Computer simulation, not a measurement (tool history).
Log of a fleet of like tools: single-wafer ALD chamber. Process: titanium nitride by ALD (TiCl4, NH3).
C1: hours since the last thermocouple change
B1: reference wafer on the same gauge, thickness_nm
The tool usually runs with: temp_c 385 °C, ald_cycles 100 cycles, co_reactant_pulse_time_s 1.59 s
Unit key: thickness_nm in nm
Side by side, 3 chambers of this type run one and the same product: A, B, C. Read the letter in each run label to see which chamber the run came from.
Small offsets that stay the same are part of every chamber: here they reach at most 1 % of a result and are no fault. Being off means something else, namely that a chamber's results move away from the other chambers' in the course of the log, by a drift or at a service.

Run 1C, hour 13.1: usual settings; C1 1395.7; B1 2.1113. Result: thickness_nm 2.1864 nm.
Run 2A, hour 25.3: usual settings; C1 334.4; B1 2.1116. Result: thickness_nm 2.1405 nm.
Run 3B, hour 37.6: usual settings; C1 1120.1; B1 2.1099. Result: thickness_nm 2.1680 nm.
Run 4C, hour 52.4: usual settings; C1 1435.0; B1 2.1110. Result: thickness_nm 2.1614 nm.
Run 5A, hour 62.0: usual settings; C1 371.1; B1 2.1118. Result: thickness_nm 2.1349 nm.
Run 6B, hour 76.5: usual settings but ald_cycles 117 cycles; C1 1159.0; B1 2.1115. Result: thickness_nm 2.5234 nm.
Run 7B, hour 91.3: usual settings but ald_cycles 117 cycles; C1 1173.8; B1 2.1103. Result: thickness_nm 2.5460 nm.
Run 8A, hour 98.8: usual settings but ald_cycles 117 cycles; C1 407.9; B1 2.1101. Result: thickness_nm 2.4912 nm.
Run 9C, hour 108.7: usual settings; C1 1491.3; B1 2.1098. Result: thickness_nm 2.1541 nm.
Run 10B, hour 118.5: usual settings; C1 1201.0; B1 2.1103. Result: thickness_nm 2.1822 nm.
Run 11C, hour 129.1: usual settings; C1 1511.7; B1 2.1112. Result: thickness_nm 2.1699 nm.
Run 12A, hour 142.8: usual settings; C1 451.9; B1 2.1127. Result: thickness_nm 2.1351 nm.
Run 13A, hour 151.4: usual settings; C1 460.5; B1 2.1086. Result: thickness_nm 2.1356 nm.
Run 14C, hour 161.6: usual settings; C1 1544.2; B1 2.1103. Result: thickness_nm 2.1569 nm.
Run 15B, hour 174.5: usual settings; C1 1257.0; B1 2.1091. Result: thickness_nm 2.1806 nm.
Run 16C, hour 183.7: usual settings but temp_c 393 °C, co_reactant_pulse_time_s 1.17 s; C1 1566.3; B1 2.1127. Result: thickness_nm 2.1523 nm.
Run 17A, hour 195.3: usual settings but temp_c 393 °C, co_reactant_pulse_time_s 1.17 s; C1 504.4; B1 2.1077. Result: thickness_nm 2.1163 nm.
Run 18B, hour 208.2: usual settings but temp_c 393 °C, co_reactant_pulse_time_s 1.17 s; C1 1290.7; B1 2.1119. Result: thickness_nm 2.1626 nm.
At hour 214.9: chamber C: thermocouple changed; heater temperature recalibrated.
Run 19A, hour 216.5: usual settings; C1 525.6; B1 2.1066. Result: thickness_nm 2.1648 nm.
Run 20C, hour 228.2: usual settings; C1 13.4; B1 2.1093. Result: thickness_nm 2.1668 nm.
Run 21B, hour 238.9: usual settings; C1 1321.4; B1 2.1103. Result: thickness_nm 2.1561 nm.
Run 22A, hour 247.0: usual settings; C1 556.1; B1 2.1079. Result: thickness_nm 2.1527 nm.
Run 23B, hour 262.2: usual settings; C1 1344.7; B1 2.1093. Result: thickness_nm 2.1744 nm.
Run 24C, hour 270.7: usual settings; C1 55.9; B1 2.1088. Result: thickness_nm 2.1660 nm.
Run 25C, hour 284.1: usual settings; C1 69.3; B1 2.1108. Result: thickness_nm 2.1634 nm.
Run 26B, hour 295.5: usual settings; C1 1378.0; B1 2.1128. Result: thickness_nm 2.1596 nm.
Run 27A, hour 308.4: usual settings; C1 617.5; B1 2.1090. Result: thickness_nm 2.1373 nm.
Run 28B, hour 317.6: usual settings but co_reactant_pulse_time_s 1.40 s; C1 1400.1; B1 2.1098. Result: thickness_nm 2.1541 nm.
Run 29A, hour 328.4: usual settings but co_reactant_pulse_time_s 1.40 s; C1 637.5; B1 2.1087. Result: thickness_nm 2.1267 nm.
Run 30C, hour 339.4: usual settings but co_reactant_pulse_time_s 1.40 s; C1 124.6; B1 2.1118. Result: thickness_nm 2.1624 nm.
Run 31A, hour 354.3: usual settings; C1 663.4; B1 2.1108. Result: thickness_nm 2.1584 nm.
Run 32B, hour 364.0: usual settings; C1 1446.5; B1 2.1116. Result: thickness_nm 2.1887 nm.
Run 33C, hour 378.6: usual settings but temp_c 394 °C; C1 163.8; B1 2.1101. Result: thickness_nm 2.1899 nm.
Run 34C, hour 394.2: usual settings but temp_c 394 °C; C1 179.4; B1 2.1075. Result: thickness_nm 2.1898 nm.
Run 35A, hour 403.1: usual settings but temp_c 394 °C; C1 712.2; B1 2.1106. Result: thickness_nm 2.1511 nm.
Run 36B, hour 414.1: usual settings but ald_cycles 93 cycles; C1 1496.6; B1 2.1116. Result: thickness_nm 2.0385 nm.
Run 37B, hour 428.5: usual settings but ald_cycles 93 cycles; C1 1511.0; B1 2.1117. Result: thickness_nm 2.0195 nm.
Run 38C, hour 437.8: usual settings but ald_cycles 93 cycles; C1 223.0; B1 2.1127. Result: thickness_nm 2.0112 nm.

What goes on in this fleet: one chamber off, a drifting gauge, or nothing beyond the chambers' own small offsets? Name the chamber and the cause, if any.

The fleet is healthy, with each chamber sitting at its usual small offset and no drift in the gauge.
